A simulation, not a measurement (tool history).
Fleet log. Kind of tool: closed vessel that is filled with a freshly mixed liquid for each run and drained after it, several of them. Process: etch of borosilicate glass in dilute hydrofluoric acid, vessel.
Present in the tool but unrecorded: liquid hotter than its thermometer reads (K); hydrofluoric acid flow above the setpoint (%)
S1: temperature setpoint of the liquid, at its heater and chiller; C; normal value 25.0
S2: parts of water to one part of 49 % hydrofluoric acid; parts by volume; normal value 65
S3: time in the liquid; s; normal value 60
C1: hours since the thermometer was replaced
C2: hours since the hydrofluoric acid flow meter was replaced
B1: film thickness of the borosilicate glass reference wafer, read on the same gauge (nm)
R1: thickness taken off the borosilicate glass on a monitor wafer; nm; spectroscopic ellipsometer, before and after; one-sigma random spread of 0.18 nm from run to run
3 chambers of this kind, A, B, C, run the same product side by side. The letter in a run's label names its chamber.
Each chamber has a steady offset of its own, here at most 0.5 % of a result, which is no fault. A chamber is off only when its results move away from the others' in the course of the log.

| run | hour | S1 | S2 | S3 | C1 | C2 | B1 | R1 |
|---|---|---|---|---|---|---|---|---|
| 1B | 7.9 | 25.0 | 65 | 60 | 1615.5 | 727.7 | 110.01 | 28.035 |
|  | 14.2 | chamber B: thermometer replaced |
| 2C | 20.0 | 25.0 | 65 | 60 | 2764.0 | 292.0 | 110.00 | 28.120 |
| 3A | 28.8 | 25.0 | 65 | 60 | 1835.7 | 783.0 | 110.02 | 28.344 |
| 4B | 41.0 | 25.0 | 65 | 60 | 26.8 | 760.8 | 110.01 | 28.157 |
| 5A | 48.9 | 25.0 | 65 | 60 | 1855.8 | 803.1 | 110.00 | 28.143 |
| 6C | 59.2 | 25.0 | 65 | 60 | 2803.2 | 331.2 | 110.02 | 28.108 |
| 7C | 70.7 | 25.0 | 80 | 30 | 2814.7 | 342.7 | 110.00 | 11.227 |
| 8B | 78.5 | 25.0 | 80 | 30 | 64.3 | 798.3 | 110.00 | 11.183 |
| 9A | 92.5 | 25.0 | 80 | 30 | 1899.4 | 846.7 | 110.02 | 11.224 |
| 10A | 105.5 | 25.0 | 65 | 60 | 1912.4 | 859.7 | 110.01 | 28.246 |
| 11C | 118.7 | 25.0 | 50 | 60 | 2862.7 | 390.7 | 109.98 | 37.514 |
| 12B | 129.4 | 25.0 | 50 | 60 | 115.2 | 849.2 | 110.03 | 37.714 |
| 13C | 139.3 | 25.0 | 50 | 60 | 2883.3 | 411.3 | 110.00 | 37.668 |
| 14B | 150.9 | 25.0 | 65 | 60 | 136.7 | 870.7 | 109.97 | 28.382 |
| 15A | 161.2 | 25.0 | 65 | 60 | 1968.1 | 915.4 | 110.01 | 28.264 |
| 16A | 173.0 | 25.0 | 65 | 60 | 1979.9 | 927.2 | 109.97 | 28.102 |
|  | 175.3 | chamber C: thermometer replaced |
| 17C | 187.5 | 25.0 | 65 | 85 | 12.2 | 459.5 | 110.01 | 39.679 |
| 18B | 201.9 | 25.0 | 65 | 85 | 187.7 | 921.7 | 109.98 | 40.101 |
| 19A | 216.2 | 25.0 | 65 | 85 | 2023.1 | 970.4 | 110.02 | 39.890 |
| 20C | 228.4 | 25.0 | 65 | 60 | 53.1 | 500.4 | 110.02 | 28.128 |
| 21B | 243.0 | 25.0 | 65 | 60 | 228.8 | 962.8 | 110.01 | 27.858 |
| 22C | 253.6 | 25.0 | 65 | 60 | 78.3 | 525.6 | 110.01 | 28.160 |
| 23B | 262.4 | 25.0 | 65 | 60 | 248.2 | 982.2 | 109.99 | 27.990 |
| 24A | 269.1 | 25.0 | 65 | 60 | 2076.0 | 1023.3 | 110.00 | 28.199 |
| 25C | 277.9 | 25.0 | 65 | 60 | 102.6 | 549.9 | 110.00 | 28.372 |
| 26B | 286.0 | 25.0 | 65 | 60 | 271.8 | 1005.8 | 109.99 | 28.186 |
| 27A | 293.4 | 25.0 | 65 | 60 | 2100.3 | 1047.6 | 110.00 | 28.329 |
| 28C | 301.0 | 25.0 | 65 | 60 | 125.7 | 573.0 | 109.97 | 28.019 |
| 29A | 314.7 | 25.0 | 65 | 60 | 2121.6 | 1068.9 | 110.00 | 28.424 |
|  | 318.7 | chamber C: hydrofluoric acid flow meter replaced |
|  | 320.3 | chamber A: thermometer replaced |
| 30B | 327.3 | 25.0 | 65 | 60 | 313.1 | 1047.1 | 110.04 | 28.060 |
| 31B | 338.8 | 25.0 | 65 | 60 | 324.6 | 1058.6 | 110.01 | 28.346 |
| 32C | 349.3 | 25.0 | 65 | 60 | 174.0 | 30.6 | 110.00 | 27.923 |
| 33A | 356.7 | 27.5 | 65 | 50 | 36.5 | 1110.9 | 109.95 | 26.124 |
| 34B | 363.1 | 27.5 | 65 | 50 | 348.9 | 1082.9 | 109.98 | 26.205 |
| 35C | 377.2 | 27.5 | 65 | 50 | 201.9 | 58.5 | 109.97 | 25.584 |
| 36A | 389.3 | 25.0 | 50 | 90 | 69.1 | 1143.5 | 109.98 | 55.758 |

Has any chamber moved away from the others, gradually or after a service, or does the common gauge drift, or do the chambers differ only by their own small steady offsets? State the chamber and the most likely cause if one applies.

No chamber is off and the gauge is stable; the differences are just each chamber's small, constant offset.
